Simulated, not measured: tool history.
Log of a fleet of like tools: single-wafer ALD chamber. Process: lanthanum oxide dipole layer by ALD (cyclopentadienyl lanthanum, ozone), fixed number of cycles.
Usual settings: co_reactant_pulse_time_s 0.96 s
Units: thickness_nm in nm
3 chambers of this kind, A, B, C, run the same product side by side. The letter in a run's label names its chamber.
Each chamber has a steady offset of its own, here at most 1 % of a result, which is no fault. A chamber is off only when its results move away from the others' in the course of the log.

run	hour	co_reactant_pulse_time_s	hours since the last thermocouple change	hours since the last ozone generator service	read-back reference wafer on the same gauge, thickness_nm	thickness_nm
1C	8.1	0.96	1302.4	1134.6	0.41519	0.49653
2A	15.6	0.96	1849.1	596.7	0.41513	0.49566
3B	20.6	0.96	937.8	196.9	0.41504	0.4931
4C	27.9	0.96	1322.2	1154.4	0.41505	0.49705
5A	32.4	0.96	1865.9	613.5	0.41485	0.49594
6B	36	0.96	953.2	212.3	0.41507	0.49272
7C	42.6	0.96	1336.9	1169.1	0.41517	0.49436
8A	47.7	0.96	1881.2	628.8	0.41507	0.49578
9B	51.3	0.96	968.5	227.6	0.41523	0.49345
10A	56.9	0.96	1890.4	638	0.41507	0.49516
11B	64.4	0.96	981.6	240.7	0.41499	0.49276
12C	71.8	0.96	1366.1	1198.3	0.41502	0.49625
# hour 73.6: chamber A: ozone generator serviced
13B	79.4	0.96	996.6	255.7	0.41488	0.4919
14C	87	1.24	1381.3	1213.5	0.41507	0.53385
15A	93.6	1.24	1927.1	20.1	0.41485	0.53482
16B	98	1.24	1015.2	274.3	0.41491	0.52506
17C	102	0.96	1396.3	1228.5	0.41484	0.49345
18A	107.9	0.96	1941.4	34.4	0.41513	0.49897
19B	113	0.96	1030.2	289.3	0.41498	0.48924
20C	119	0.96	1413.3	1245.5	0.41501	0.49513
21A	126.6	0.96	1960.1	53.1	0.4149	0.49676
22B	133.6	0.96	1050.8	309.9	0.41513	0.48756
23A	139.5	0.96	1973	66	0.41492	0.49799
24C	143.9	0.96	1438.2	1270.4	0.41501	0.4955
25B	150.1	0.96	1067.3	326.4	0.41484	0.48643
26C	157.9	0.96	1452.2	1284.4	0.41489	0.49639
27A	164.4	0.96	1997.9	90.9	0.41497	0.49615
28B	171.1	1.08	1088.3	347.4	0.41518	0.50555
29A	177.6	1.08	2011.1	104.1	0.41487	0.51549
30C	182.3	1.08	1476.6	1308.8	0.41507	0.51485
31A	190	0.96	2023.5	116.5	0.41496	0.4962
32C	194	0.96	1488.3	1320.5	0.41502	0.49631
33B	200.8	1.28	1118	377.1	0.41484	0.52511
# hour 201.4: chamber C: ozone generator serviced
34C	205.9	1.28	1500.2	4.5	0.41494	0.53528
35A	210.8	1.28	2044.3	137.3	0.41521	0.53813

Is one chamber off against the others, does the gauge drift, or is nothing wrong? If a chamber is off, say which, and what the likeliest cause is.

Chamber B drifts away from the others.
Cause: ozone dose below that of a generator just serviced (%) = 7.08.

Here are 4 candidates for chamber B's next run, each the usual settings with a change, their results left as question marks. Which one brings its results back in line with what the others give on the usual settings?
In line means no further than this from the other chambers' mean on the usual settings: thickness_nm 0.004 nm
36B-1	216.7	0.84				?
36B-2	216.7	0.88				?
36B-3	216.7	1.05				?
36B-4	216.7	1.12				?

The other chambers' mean on the usual settings: thickness_nm 0.49639 nm
run	thickness_nm
36B-1	0.45642
36B-2	0.46503
36B-3	0.49529
36B-4	0.50523
36B-3 brings the chamber back in line.
